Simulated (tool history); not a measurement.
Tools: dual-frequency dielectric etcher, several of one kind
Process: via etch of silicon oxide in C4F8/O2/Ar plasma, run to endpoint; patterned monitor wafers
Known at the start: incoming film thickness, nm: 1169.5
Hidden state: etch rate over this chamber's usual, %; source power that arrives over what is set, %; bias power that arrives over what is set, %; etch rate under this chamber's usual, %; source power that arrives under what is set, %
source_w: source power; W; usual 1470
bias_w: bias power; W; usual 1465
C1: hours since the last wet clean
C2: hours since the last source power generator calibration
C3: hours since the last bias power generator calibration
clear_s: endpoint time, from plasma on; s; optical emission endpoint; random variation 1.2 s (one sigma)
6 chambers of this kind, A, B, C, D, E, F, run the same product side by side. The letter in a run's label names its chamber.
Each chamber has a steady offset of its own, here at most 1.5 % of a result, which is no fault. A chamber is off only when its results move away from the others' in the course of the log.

run 1B day=0.508 | source_w=1470 bias_w=1465 | C1=550.6 C2=791.1 C3=807.6 | clear_s=283.69
run 2C day=1.054 | source_w=1470 bias_w=1465 | C1=288.5 C2=412.2 C3=1447.7 | clear_s=287.43
run 3E day=1.662 | source_w=1470 bias_w=1465 | C1=373 C2=1971.8 C3=445.1 | clear_s=287.31
-- day=1.95 chamber B: wet clean of the chamber
run 4D day=2.267 | source_w=1470 bias_w=1465 | C1=237.5 C2=363.8 C3=114.9 | clear_s=289.23
run 5A day=2.838 | source_w=1470 bias_w=1465 | C1=164.6 C2=1864 C3=4279.2 | clear_s=285.82
run 6F day=3.442 | source_w=1310 bias_w=1465 | C1=662.3 C2=1166.1 C3=2006.5 | clear_s=298.77
run 7F day=3.75 | source_w=1310 bias_w=1465 | C1=669.7 C2=1173.5 C3=2013.9 | clear_s=297.1
run 8D day=4.288 | source_w=1310 bias_w=1465 | C1=286 C2=412.3 C3=163.4 | clear_s=301.84
-- day=4.379 chamber F: wet clean of the chamber
run 9E day=4.633 | source_w=1310 bias_w=1465 | C1=444.3 C2=2043.1 C3=516.4 | clear_s=302.94
-- day=4.954 chamber C: wet clean of the chamber
run 10C day=5.271 | source_w=1310 bias_w=1465 | C1=7.7 C2=513.4 C3=1548.9 | clear_s=298.97
run 11A day=5.9 | source_w=1310 bias_w=1465 | C1=238.1 C2=1937.5 C3=4352.7 | clear_s=300.94
run 12B day=6.404 | source_w=1470 bias_w=1465 | C1=106.9 C2=932.6 C3=949.1 | clear_s=279.9
run 13A day=7.05 | source_w=1470 bias_w=1465 | C1=265.7 C2=1965.1 C3=4380.3 | clear_s=288.16
run 14E day=7.508 | source_w=1470 bias_w=1465 | C1=513.3 C2=2112.1 C3=585.4 | clear_s=287.92
run 15B day=7.842 | source_w=1470 bias_w=1465 | C1=141.4 C2=967.1 C3=983.6 | clear_s=282.82
run 16F day=8.475 | source_w=1470 bias_w=1465 | C1=98.4 C2=1286.9 C3=2127.3 | clear_s=285.52
run 17D day=8.788 | source_w=1470 bias_w=1465 | C1=394 C2=520.3 C3=271.4 | clear_s=287.76
-- day=9 chamber E: wet clean of the chamber
run 18C day=9.392 | source_w=1610 bias_w=1211 | C1=106.6 C2=612.3 C3=1647.8 | clear_s=289.29
run 19F day=9.95 | source_w=1610 bias_w=1211 | C1=133.8 C2=1322.3 C3=2162.7 | clear_s=287.87
-- day=10.238 chamber A: bias power generator calibrated
-- day=10.388 chamber D: wet clean of the chamber
run 20C day=10.596 | source_w=1610 bias_w=1211 | C1=135.5 C2=641.2 C3=1676.7 | clear_s=289.11
run 21B day=11.096 | source_w=1610 bias_w=1211 | C1=219.5 C2=1045.2 C3=1061.7 | clear_s=286.62
run 22E day=11.583 | source_w=1610 bias_w=1211 | C1=62.1 C2=2209.9 C3=683.2 | clear_s=290.94
run 23A day=12.138 | source_w=1610 bias_w=1211 | C1=387.8 C2=2087.2 C3=45.6 | clear_s=287.94
run 24D day=12.729 | source_w=1470 bias_w=1465 | C1=56.3 C2=614.9 C3=366 | clear_s=286.18
run 25E day=13.175 | source_w=1470 bias_w=1465 | C1=100.3 C2=2248.1 C3=721.4 | clear_s=287.36
run 26F day=13.671 | source_w=1470 bias_w=1357 | C1=223.1 C2=1411.6 C3=2252 | clear_s=290.87
run 27D day=14.083 | source_w=1470 bias_w=1357 | C1=88.8 C2=647.4 C3=398.5 | clear_s=295.57
run 28A day=14.596 | source_w=1470 bias_w=1357 | C1=446.8 C2=2146.2 C3=104.6 | clear_s=292.12
-- day=14.862 chamber A: wet clean of the chamber
run 29B day=15.229 | source_w=1470 bias_w=1357 | C1=318.7 C2=1144.4 C3=1160.9 | clear_s=287.99
run 30C day=15.583 | source_w=1470 bias_w=1357 | C1=255.2 C2=760.9 C3=1796.4 | clear_s=292.52
run 31E day=16.2 | source_w=1470 bias_w=1357 | C1=172.9 C2=2320.7 C3=794 | clear_s=293.25
run 32A day=16.746 | source_w=1140 bias_w=1465 | C1=45.2 C2=2197.8 C3=156.2 | clear_s=318.95
run 33D day=17.225 | source_w=1140 bias_w=1465 | C1=164.2 C2=722.8 C3=473.9 | clear_s=320.7
run 34B day=17.854 | source_w=1140 bias_w=1465 | C1=381.7 C2=1207.4 C3=1223.9 | clear_s=309.72
run 35F day=18.354 | source_w=1140 bias_w=1465 | C1=335.5 C2=1524 C3=2364.4 | clear_s=318.87
run 36C day=18.679 | source_w=1140 bias_w=1465 | C1=329.5 C2=835.2 C3=1870.7 | clear_s=318.56
run 37E day=19.262 | source_w=1140 bias_w=1465 | C1=246.4 C2=2394.2 C3=867.5 | clear_s=318.79
run 38F day=19.892 | source_w=1470 bias_w=1465 | C1=372.4 C2=1560.9 C3=2401.3 | clear_s=284.71
run 39B day=20.488 | source_w=1470 bias_w=1465 | C1=444.9 C2=1270.6 C3=1287.1 | clear_s=282.73
run 40C day=20.954 | source_w=1210 bias_w=1675 | C1=384.1 C2=889.8 C3=1925.3 | clear_s=299.74
run 41D day=21.6 | source_w=1210 bias_w=1675 | C1=269.2 C2=827.8 C3=578.9 | clear_s=299.68

All 6 chambers run these settings next. Forecast each chamber's results:
run 42A day=22.067 | source_w=1670 bias_w=1465 | clear_s=?
run 42B day=22.067 | source_w=1670 bias_w=1465 | clear_s=?
run 42C day=22.067 | source_w=1670 bias_w=1465 | clear_s=?
run 42D day=22.067 | source_w=1670 bias_w=1465 | clear_s=?
run 42E day=22.067 | source_w=1670 bias_w=1465 | clear_s=?
run 42F day=22.067 | source_w=1670 bias_w=1465 | clear_s=?

run=42A clear_s=270.23
run=42B clear_s=268.25
run=42C clear_s=271.61
run=42D clear_s=272.59
run=42E clear_s=272.8
run=42F clear_s=270.34
